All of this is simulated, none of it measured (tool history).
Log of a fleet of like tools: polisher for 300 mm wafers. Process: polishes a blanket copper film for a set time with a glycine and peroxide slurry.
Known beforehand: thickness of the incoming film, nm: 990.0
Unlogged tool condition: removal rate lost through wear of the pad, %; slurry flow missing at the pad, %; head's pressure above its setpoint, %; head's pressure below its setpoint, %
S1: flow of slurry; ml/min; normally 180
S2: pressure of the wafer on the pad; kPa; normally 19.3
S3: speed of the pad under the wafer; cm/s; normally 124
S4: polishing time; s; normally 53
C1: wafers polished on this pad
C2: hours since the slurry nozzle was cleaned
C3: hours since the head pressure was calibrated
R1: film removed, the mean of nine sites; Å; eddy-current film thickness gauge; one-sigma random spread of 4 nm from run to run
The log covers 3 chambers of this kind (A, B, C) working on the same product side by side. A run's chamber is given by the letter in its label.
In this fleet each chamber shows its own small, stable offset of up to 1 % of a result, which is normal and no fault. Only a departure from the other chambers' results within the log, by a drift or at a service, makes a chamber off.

run,hour,S1,S2,S3,S4,C1,C2,C3,R1
# hour 10: chamber C: slurry nozzle cleaned
1C,11.2,180,19.3,124,53,388,1.2,495.2,4116.7
2A,22.9,180,19.3,124,53,1264,47.9,190.6,4112.4
3B,28.9,180,19.3,124,53,800,203.5,313,4129.7
# hour 33.3: chamber A: worn pad replaced by a new one
4C,38.4,180,19.3,124,53,795,28.4,522.4,4131.8
# hour 40.7: chamber B: worn pad replaced by a new one
5B,48,140,19.3,124,53,109,222.6,332.1,3957.5
6A,54.5,140,19.3,124,53,317,79.5,222.2,4001.2
7B,62.6,140,19.3,124,53,327,237.2,346.7,3969.7
8C,68.5,180,19.3,124,53,1246,58.5,552.5,4001.2
9A,78.3,180,19.3,124,53,673,103.3,246,4194.5
10B,89.2,180,19.3,124,53,725,263.8,373.3,4093.8
11A,96.2,180,19.3,124,53,941,121.2,263.9,4103.2
12C,104.3,180,19.3,124,53,1781,94.3,588.3,4061.6
13A,114.4,180,19.3,124,53,1213,139.4,282.1,4208.3
14B,120.1,180,19.3,124,53,1188,294.7,404.2,4136.7
# hour 121.1: chamber A: worn pad replaced by a new one
# hour 121.5: chamber B: worn pad replaced by a new one
15C,130.7,235,15.2,124,53,2176,120.7,614.7,3343.4
16B,140,235,15.2,124,53,277,314.6,424.1,3485.5
17A,146.4,235,15.2,124,53,379,171.4,314.1,3543.6
18C,155.4,180,24.1,86,53,2546,145.4,639.4,3511.2
19A,167.7,180,24.1,86,53,698,192.7,335.4,3678.7
20C,175.2,180,24.1,86,53,2842,165.2,659.2,3512.3
21B,186.4,180,19.3,124,53,972,361,470.5,4104.2

The same settings go to every chamber for the next run, one line per chamber below. Forecast the results for each:
22A,195.3,180,19.3,160,53,,,,?
22B,195.3,180,19.3,160,53,,,,?
22C,195.3,180,19.3,160,53,,,,?

run,R1
22A,5098.8
22B,5123.6
22C,4845.8

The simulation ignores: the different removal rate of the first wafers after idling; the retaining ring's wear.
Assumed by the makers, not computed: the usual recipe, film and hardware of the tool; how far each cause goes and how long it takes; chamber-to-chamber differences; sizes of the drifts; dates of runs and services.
